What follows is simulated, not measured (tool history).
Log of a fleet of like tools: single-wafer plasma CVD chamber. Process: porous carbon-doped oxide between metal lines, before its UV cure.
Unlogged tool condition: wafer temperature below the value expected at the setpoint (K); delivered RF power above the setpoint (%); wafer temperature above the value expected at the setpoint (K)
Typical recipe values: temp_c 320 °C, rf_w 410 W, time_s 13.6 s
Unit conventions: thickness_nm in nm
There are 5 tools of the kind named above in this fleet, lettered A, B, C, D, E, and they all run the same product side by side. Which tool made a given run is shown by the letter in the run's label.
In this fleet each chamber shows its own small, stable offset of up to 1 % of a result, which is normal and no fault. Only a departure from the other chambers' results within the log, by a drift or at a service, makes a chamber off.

run,hour,temp_c,rf_w,time_s,hours since the last thermocouple change,hours since the last RF generator calibration,"read-back reference wafer on the same gauge, thickness_nm",thickness_nm
1A,5.4,320,410,13.6,1124.9,1128.9,49.391,59.355
2C,11.3,320,410,13.6,1159.1,244.5,49.405,58.893
3B,18,320,410,13.6,2794.8,1450.2,49.369,58.608
4D,26,320,410,13.6,1304.6,1073.8,49.381,58.271
5E,31.8,320,370,14.6,2173.3,1286.1,49.403,58.149
6C,39,320,370,14.6,1186.8,272.2,49.394,58.066
7E,44.3,320,370,14.6,2185.8,1298.6,49.406,58.158
8A,52.6,320,370,14.6,1172.1,1176.1,49.427,58.636
9B,57.4,320,370,14.6,2834.2,1489.6,49.399,58.046
10D,61.8,320,410,13.6,1340.4,1109.6,49.376,58.482
11E,66.4,320,410,13.6,2207.9,1320.7,49.404,58.529
12D,73.7,320,410,13.6,1352.3,1121.5,49.403,58.191
13C,79.2,320,410,13.6,1227,312.4,49.402,58.961
14B,86.9,320,410,13.6,2863.7,1519.1,49.408,58.513
15A,95.5,320,410,13.6,1215,1219,49.419,59.397
# hour 100.8: chamber E: thermocouple changed; heater temperature recalibrated
# hour 103: chamber B: thermocouple changed; heater temperature recalibrated
16B,103.6,320,410,13.6,0.6,1535.8,49.389,58.768
17C,107.9,320,410,13.6,1255.7,341.1,49.41,59.116
18D,112.1,320,410,13.6,1390.7,1159.9,49.419,58.495
19E,120.5,320,410,13.6,19.7,1374.8,49.425,60.626
20A,127.8,320,410,13.6,1247.3,1251.3,49.388,59.396
21C,132.7,308,410,15.4,1280.5,365.9,49.429,70.824
22D,140.3,308,410,15.4,1418.9,1188.1,49.402,70.08
23B,148.1,308,410,15.4,45.1,1580.3,49.391,70.712
24E,156.6,308,410,15.4,55.8,1410.9,49.395,72.644
25A,165,308,410,15.4,1284.5,1288.5,49.395,70.93
26A,170.9,314,340,13.6,1290.4,1294.4,49.401,53.153
27C,179.5,314,340,13.6,1327.3,412.7,49.419,52.448
28E,186.3,314,340,13.6,85.5,1440.6,49.388,53.928
29B,194.2,314,340,13.6,91.2,1626.4,49.359,52.031
30D,200.6,314,340,13.6,1479.2,1248.4,49.416,51.844
31E,205.3,329,355,13.6,104.5,1459.6,49.408,51.421
32B,210.4,329,355,13.6,107.4,1642.6,49.398,49.875
33D,217.6,329,355,13.6,1496.2,1265.4,49.403,49.933
34C,222.8,329,355,13.6,1370.6,456,49.385,50.266
35A,228.6,329,355,13.6,1348.1,1352.1,49.403,50.636
36A,233.3,320,410,13.6,1352.8,1356.8,49.405,59.318
37B,237.6,320,410,13.6,134.6,1669.8,49.383,58.67
38C,244.5,320,410,13.6,1392.3,477.7,49.423,59.112

All 5 chambers run these settings next. Forecast each chamber's results:
39A,250.8,320,350,13.6,,,,?
39B,250.8,320,350,13.6,,,,?
39C,250.8,320,350,13.6,,,,?
39D,250.8,320,350,13.6,,,,?
39E,250.8,320,350,13.6,,,,?

run,thickness_nm
39A,52.758
39B,51.365
39C,52.057
39D,51.392
39E,53.257
